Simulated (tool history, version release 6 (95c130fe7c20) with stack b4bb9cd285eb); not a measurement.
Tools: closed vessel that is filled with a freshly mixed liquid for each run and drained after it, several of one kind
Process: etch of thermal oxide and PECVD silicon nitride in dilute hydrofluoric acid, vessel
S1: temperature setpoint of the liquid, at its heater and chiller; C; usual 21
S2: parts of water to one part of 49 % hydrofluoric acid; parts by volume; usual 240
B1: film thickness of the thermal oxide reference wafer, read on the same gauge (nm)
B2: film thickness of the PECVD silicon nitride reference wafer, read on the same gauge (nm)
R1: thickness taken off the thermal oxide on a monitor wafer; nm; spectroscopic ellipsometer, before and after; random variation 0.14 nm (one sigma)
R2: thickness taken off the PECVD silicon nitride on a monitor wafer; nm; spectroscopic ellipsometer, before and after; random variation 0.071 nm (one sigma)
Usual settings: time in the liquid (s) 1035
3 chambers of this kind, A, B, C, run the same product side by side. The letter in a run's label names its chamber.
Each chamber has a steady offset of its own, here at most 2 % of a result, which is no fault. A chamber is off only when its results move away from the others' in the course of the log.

{"run": "1B", "hour": 6.5, "S1": 21, "S2": 240, "time in the liquid (s)": 1035, "B1": 50.007, "B2": 110.05, "R1": 15.039, "R2": 8.8731}
{"run": "2A", "hour": 12.1, "S1": 21, "S2": 240, "time in the liquid (s)": 1035, "B1": 49.992, "B2": 109.99, "R1": 14.779, "R2": 8.7763}
{"run": "3C", "hour": 23.6, "S1": 21, "S2": 240, "time in the liquid (s)": 1035, "B1": 49.993, "B2": 110.03, "R1": 15.271, "R2": 8.7977}
{"run": "4A", "hour": 33.8, "S1": 21, "S2": 240, "time in the liquid (s)": 1035, "B1": 50.023, "B2": 109.99, "R1": 14.838, "R2": 8.8522}
{"run": "5C", "hour": 44.2, "S1": 21, "S2": 240, "time in the liquid (s)": 1035, "B1": 49.975, "B2": 110.0, "R1": 15.1, "R2": 8.7711}
{"run": "6B", "hour": 56.1, "S1": 23, "S2": 240, "time in the liquid (s)": 1335, "B1": 50.001, "B2": 109.99, "R1": 21.204, "R2": 12.949}
{"run": "7B", "hour": 65.8, "S1": 23, "S2": 240, "time in the liquid (s)": 1335, "B1": 49.989, "B2": 110.02, "R1": 21.301, "R2": 12.948}
{"run": "8C", "hour": 75.1, "S1": 23, "S2": 240, "time in the liquid (s)": 1335, "B1": 49.998, "B2": 110.02, "R1": 20.979, "R2": 13.029}
{"run": "9A", "hour": 85.0, "S1": 21, "S2": 240, "time in the liquid (s)": 1035, "B1": 50.006, "B2": 109.98, "R1": 14.885, "R2": 8.8283}
{"run": "10B", "hour": 96.9, "S1": 21, "S2": 240, "time in the liquid (s)": 1035, "B1": 49.996, "B2": 110.0, "R1": 14.897, "R2": 8.8104}
{"run": "11C", "hour": 107.0, "S1": 21, "S2": 240, "time in the liquid (s)": 1035, "B1": 49.984, "B2": 110.0, "R1": 15.298, "R2": 8.9071}
{"run": "12A", "hour": 116.2, "S1": 21, "S2": 240, "time in the liquid (s)": 1035, "B1": 50.016, "B2": 110.02, "R1": 14.89, "R2": 8.6003}
{"run": "13B", "hour": 122.8, "S1": 21, "S2": 130, "time in the liquid (s)": 1430, "B1": 49.999, "B2": 110.02, "R1": 43.39, "R2": 21.722}
{"run": "14C", "hour": 132.0, "S1": 21, "S2": 130, "time in the liquid (s)": 1430, "B1": 50.017, "B2": 110.0, "R1": 43.42, "R2": 22.126}
{"run": "15A", "hour": 141.9, "S1": 21, "S2": 130, "time in the liquid (s)": 1430, "B1": 50.001, "B2": 110.0, "R1": 41.701, "R2": 21.488}
{"run": "16B", "hour": 151.5, "S1": 21, "S2": 240, "time in the liquid (s)": 1035, "B1": 49.992, "B2": 110.02, "R1": 15.233, "R2": 8.8903}
{"run": "17A", "hour": 160.8, "S1": 21, "S2": 240, "time in the liquid (s)": 1035, "B1": 50.018, "B2": 110.01, "R1": 14.522, "R2": 8.5289}
{"run": "18C", "hour": 169.0, "S1": 21, "S2": 240, "time in the liquid (s)": 485, "B1": 49.995, "B2": 110.02, "R1": 7.0769, "R2": 4.2215}
{"run": "19C", "hour": 180.8, "S1": 21, "S2": 240, "time in the liquid (s)": 485, "B1": 49.997, "B2": 110.06, "R1": 7.0614, "R2": 4.1504}
{"run": "20A", "hour": 187.8, "S1": 21, "S2": 240, "time in the liquid (s)": 485, "B1": 49.997, "B2": 110.0, "R1": 6.7679, "R2": 3.9849}
{"run": "21B", "hour": 195.1, "S1": 21, "S2": 240, "time in the liquid (s)": 1035, "B1": 49.999, "B2": 110.01, "R1": 14.985, "R2": 8.9101}
{"run": "22A", "hour": 206.7, "S1": 21, "S2": 240, "time in the liquid (s)": 1035, "B1": 50.01, "B2": 110.03, "R1": 14.519, "R2": 8.3755}
{"run": "23B", "hour": 212.1, "S1": 21, "S2": 240, "time in the liquid (s)": 1035, "B1": 49.99, "B2": 110.01, "R1": 15.095, "R2": 8.7771}
{"run": "24C", "hour": 219.2, "S1": 21, "S2": 240, "time in the liquid (s)": 1035, "B1": 49.993, "B2": 110.01, "R1": 15.339, "R2": 8.7609}
{"run": "25C", "hour": 228.8, "S1": 21, "S2": 240, "time in the liquid (s)": 1035, "B1": 50.02, "B2": 110.03, "R1": 15.098, "R2": 8.8253}
{"run": "26A", "hour": 236.3, "S1": 21, "S2": 240, "time in the liquid (s)": 1035, "B1": 49.989, "B2": 110.01, "R1": 14.258, "R2": 8.2471}
{"run": "27B", "hour": 247.4, "S1": 21, "S2": 240, "time in the liquid (s)": 1035, "B1": 49.995, "B2": 109.99, "R1": 15.11, "R2": 8.7601}
{"run": "28A", "hour": 258.1, "S1": 21, "S2": 240, "time in the liquid (s)": 1035, "B1": 50.024, "B2": 110.02, "R1": 14.439, "R2": 8.2458}
{"run": "29B", "hour": 265.6, "S1": 21, "S2": 320, "time in the liquid (s)": 1035, "B1": 49.993, "B2": 109.98, "R1": 10.599, "R2": 6.773}
{"run": "30C", "hour": 276.2, "S1": 21, "S2": 320, "time in the liquid (s)": 1035, "B1": 50.01, "B2": 110.04, "R1": 10.53, "R2": 6.6977}
{"run": "31B", "hour": 282.2, "S1": 21, "S2": 320, "time in the liquid (s)": 1035, "B1": 50.003, "B2": 110.03, "R1": 10.494, "R2": 6.679}
{"run": "32A", "hour": 293.2, "S1": 21, "S2": 240, "time in the liquid (s)": 1035, "B1": 50.007, "B2": 110.01, "R1": 14.233, "R2": 8.1167}

What goes on in this fleet: one chamber off, a drifting gauge, or nothing beyond the chambers' own small offsets? Name the chamber and the cause, if any.

Chamber A drifts away from the others.
Cause: liquid colder than its thermometer reads (K) = 1.42.

Here are 4 candidates for chamber A's next run, each the usual settings with a change, their results left as question marks. Which one brings its results back in line with what the others give on the usual settings?
In line means no further than this from the other chambers' mean on the usual settings: R1 0.4800 nm; R2 0.2500 nm
{"run": "33A-1", "hour": 302.0, "S1": 22.0, "S2": 245, "time in the liquid (s)": 1090, "R1": "?", "R2": "?"}
{"run": "33A-2", "hour": 302.0, "S1": 20.5, "S2": 235, "time in the liquid (s)": 1005, "R1": "?", "R2": "?"}
{"run": "33A-3", "hour": 302.0, "S1": 21.5, "S2": 245, "time in the liquid (s)": 1065, "R1": "?", "R2": "?"}
{"run": "33A-4", "hour": 302.0, "S1": 20.0, "S2": 235, "time in the liquid (s)": 985, "R1": "?", "R2": "?"}

The other chambers' mean on the usual settings: R1 15.0740 nm; R2 8.8273 nm
run=33A-1 R1=15.1290 R2=8.8838
run=33A-2 R1=13.8620 R2=7.7284
run=33A-3 R1=14.5080 R2=8.4049
run=33A-4 R1=13.3230 R2=7.3254
33A-1 brings the chamber back in line.
